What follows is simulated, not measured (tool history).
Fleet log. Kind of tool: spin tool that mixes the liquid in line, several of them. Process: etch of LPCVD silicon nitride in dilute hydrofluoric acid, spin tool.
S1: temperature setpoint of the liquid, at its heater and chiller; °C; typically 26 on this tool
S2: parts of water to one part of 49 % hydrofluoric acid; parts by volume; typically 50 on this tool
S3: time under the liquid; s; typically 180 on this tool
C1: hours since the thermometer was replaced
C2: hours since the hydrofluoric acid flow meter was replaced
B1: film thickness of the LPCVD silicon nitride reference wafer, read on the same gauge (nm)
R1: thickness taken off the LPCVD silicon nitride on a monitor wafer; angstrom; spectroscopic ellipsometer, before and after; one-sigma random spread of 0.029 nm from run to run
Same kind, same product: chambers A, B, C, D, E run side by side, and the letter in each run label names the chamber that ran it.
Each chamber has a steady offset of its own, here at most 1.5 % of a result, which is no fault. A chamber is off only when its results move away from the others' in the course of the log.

run	hour	S1	S2	S3	C1	C2	B1	R1
1C	3.6	26	50	180	181.8	323.2	150.02	21.273
2E	5.9	26	50	180	1622.8	423.4	150	21.711
3D	9.5	26	50	180	382.2	1391.5	149.97	21.394
4B	13.6	26	50	180	467.3	453.9	149.97	21.532
5A	17	26	50	180	591	1480.1	149.95	21.591
6A	21.5	26	50	180	595.5	1484.6	150.03	21.262
7E	26.3	26	50	180	1643.2	443.8	150.01	21.895
8B	30.6	23	50	180	484.3	470.9	150	17.514
9C	33.4	23	50	180	211.6	353	150.02	17.43
10D	38	23	50	180	410.7	1420	150.04	18.059
11B	41.7	23	50	180	495.4	482	149.99	17.653
12D	43.9	23	50	180	416.6	1425.9	150.02	18.053
13E	48.5	26	50	180	1665.4	466	150	21.49
14A	51.7	26	50	180	625.7	1514.8	149.98	21.245
15C	56.3	26	50	180	234.5	375.9	150.04	21.94
16E	60.6	26	50	180	1677.5	478.1	149.99	21.389
17B	64.3	26	50	180	518	504.6	149.96	21.487
18A	66.5	28.5	30	180	640.5	1529.6	149.98	41.39
19D	71.2	28.5	30	180	443.9	1453.2	149.99	44.152
20C	76	28.5	30	180	254.2	395.6	150.02	42.155
21C	78.6	28.5	30	180	256.8	398.2	149.98	42.199
22E	82.2	28.5	30	180	1699.1	499.7	150.01	42.303
23B	85.5	26	50	180	539.2	525.8	150.03	21.322
24D	90.2	26	70	180	462.9	1472.2	150.03	16.877
25A	94.4	26	70	180	668.4	1557.5	149.99	15.35
26B	97.2	26	70	180	550.9	537.5	150.01	15.342
27D	100	26	70	180	472.7	1482	149.99	16.462
28A	103.9	26	70	180	677.9	1567	150	15.409
29C	108.7	26	50	180	286.9	428.3	150.02	21.223
30E	113.5	26	50	180	1730.4	531	150	21.805
31E	115.8	24.5	35	180	1732.7	533.3	149.97	27.77

Next, all 5 chambers run the settings below, one line each with question marks for the results. What does each chamber give?
32A	119.3	23.5	50	180				?
32B	119.3	23.5	50	180				?
32C	119.3	23.5	50	180				?
32D	119.3	23.5	50	180				?
32E	119.3	23.5	50	180				?

run	R1
32A	18.068
32B	18.452
32C	18.09
32D	20.233
32E	18.05
